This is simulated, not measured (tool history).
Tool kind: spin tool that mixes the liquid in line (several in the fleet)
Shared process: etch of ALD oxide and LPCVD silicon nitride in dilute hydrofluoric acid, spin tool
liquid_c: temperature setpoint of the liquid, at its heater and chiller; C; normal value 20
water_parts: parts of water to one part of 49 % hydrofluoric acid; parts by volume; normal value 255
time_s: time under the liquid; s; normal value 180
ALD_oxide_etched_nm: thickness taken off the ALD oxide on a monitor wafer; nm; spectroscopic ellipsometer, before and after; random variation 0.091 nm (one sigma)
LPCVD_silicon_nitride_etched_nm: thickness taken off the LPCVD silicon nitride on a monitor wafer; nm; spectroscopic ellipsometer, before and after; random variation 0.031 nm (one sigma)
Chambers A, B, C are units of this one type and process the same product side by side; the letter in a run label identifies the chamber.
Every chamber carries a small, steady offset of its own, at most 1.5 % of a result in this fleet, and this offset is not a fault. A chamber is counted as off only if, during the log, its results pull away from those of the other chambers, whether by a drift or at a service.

run	hour	liquid_c	water_parts	time_s	hours since the thermometer was replaced	hours since the hydrofluoric acid flow meter was replaced	read-back film thickness of the ALD oxide reference wafer, read on the same gauge (nm)	read-back film thickness of the LPCVD silicon nitride reference wafer, read on the same gauge (nm)	ALD_oxide_etched_nm	LPCVD_silicon_nitride_etched_nm
1A	5.2	20	255	180	74.9	134.1	59.993	119.99	9.7944	0.30582
2B	10.6	20	255	180	1646.2	1559.7	60.005	119.98	9.7493	0.32865
3C	20.6	20	255	180	404.6	262.5	60.002	119.96	9.7261	0.29639
4B	26.2	20	255	180	1661.8	1575.3	60.003	119.98	9.7447	0.31377
5A	37.1	20	255	180	106.8	166	60.007	120.03	9.8372	0.30038
6C	45.1	20	255	180	429.1	287	59.993	119.98	9.7271	0.29823
7B	55.8	20	255	180	1691.4	1604.9	60.027	120.02	9.7686	0.29882
8C	64.7	20	255	180	448.7	306.6	60.012	119.96	9.6975	0.26241
9A	73.2	20	255	180	142.9	202.1	60.004	120.08	9.8234	0.27333
10B	81.5	20	255	180	1717.1	1630.6	60.006	119.99	9.8269	0.35313
11C	87.5	20	185	180	471.5	329.4	59.985	120.03	14.338	0.42167
12A	97.4	20	185	180	167.1	226.3	59.991	119.98	14.4	0.46037
13A	102.6	20	185	180	172.3	231.5	60.003	120.06	14.631	0.47306
14B	114	20	255	180	1749.6	1663.1	60.011	119.97	9.8996	0.26247
15C	120	20	255	180	504	361.9	60.022	120.01	9.8223	0.3043
16C	129.6	20	255	180	513.6	371.5	60.009	120.01	9.7984	0.30769
17A	140.4	20	255	180	210.1	269.3	59.998	120.03	9.8563	0.23541
18B	150.4	20	255	180	1786	1699.5	60.001	119.98	9.8986	0.25464
19B	156.2	20	255	180	1791.8	1705.3	59.989	119.99	9.7873	0.31168
20A	162.1	20	255	180	231.8	291	59.974	120.02	9.9438	0.32514
21C	172	20	255	180	556	413.9	60.009	120	9.6988	0.33415
22A	177.5	20	255	180	247.2	306.4	60.014	119.99	9.9576	0.28966
23B	186.3	20	255	180	1821.9	1735.4	59.984	120	9.7218	0.29232
24C	194.8	20	255	180	578.8	436.7	59.991	119.99	9.7182	0.30468
25B	205.4	20	255	180	1841	1754.5	59.983	120	9.8809	0.28498
26C	213.3	20	255	180	597.3	455.2	60.016	120.03	9.5657	0.23859
27A	222.1	20	255	180	291.8	351	59.989	120.02	9.9718	0.24516
28A	232.7	20	255	180	302.4	361.6	60.006	119.97	10.224	0.22914
29C	239.1	20	255	180	623.1	481	60.016	120.02	9.7946	0.33708
30B	249.2	20	255	180	1884.8	1798.3	60.002	120.04	9.5936	0.35471
31A	260	20	255	180	329.7	388.9	59.998	120.04	10.161	0.2729
32C	266.1	20	255	180	650.1	508	59.993	120.03	9.8235	0.28158
33B	273.1	20	255	180	1908.7	1822.2	60.023	119.97	9.7522	0.34926
34C	282.6	20	255	180	666.6	524.5	60.013	120.03	9.6579	0.29459
35A	293.9	20	255	180	363.6	422.8	60.009	119.95	10.407	0.31459
36B	299.7	20	255	180	1935.3	1848.8	59.994	119.99	9.964	0.28753
37B	306.4	20	365	180	1942	1855.5	59.988	119.96	6.2177	0.2238
38A	317.2	20	365	180	386.9	446.1	59.991	119.97	6.6245	0.22176
39C	326.3	20	365	180	710.3	568.2	59.996	119.96	5.9949	0.22656
40B	332.5	20	255	180	1968.1	1881.6	59.983	120.02	9.9368	0.25244
41C	342	20	255	180	726	583.9	60.007	119.99	9.7528	0.30866
42A	347.7	22	295	180	417.4	476.6	60.028	120.01	9.2995	0.28796
43B	356.5	22	295	180	1992.1	1905.6	59.994	120.01	8.7325	0.30994
# hour 361.5: chamber C: hydrofluoric acid flow meter replaced
44C	362.7	22	295	180	746.7	1.3	60.01	119.97	8.7992	0.26807

Next, all 3 chambers run the settings below, one line each with question marks for the results. What does each chamber give?
45A	370.9	24.5	255	180					?	?
45B	370.9	24.5	255	180					?	?
45C	370.9	24.5	255	180					?	?

run	ALD_oxide_etched_nm	LPCVD_silicon_nitride_etched_nm
45A	12.381	0.35737
45B	11.623	0.33482
45C	11.589	0.4281
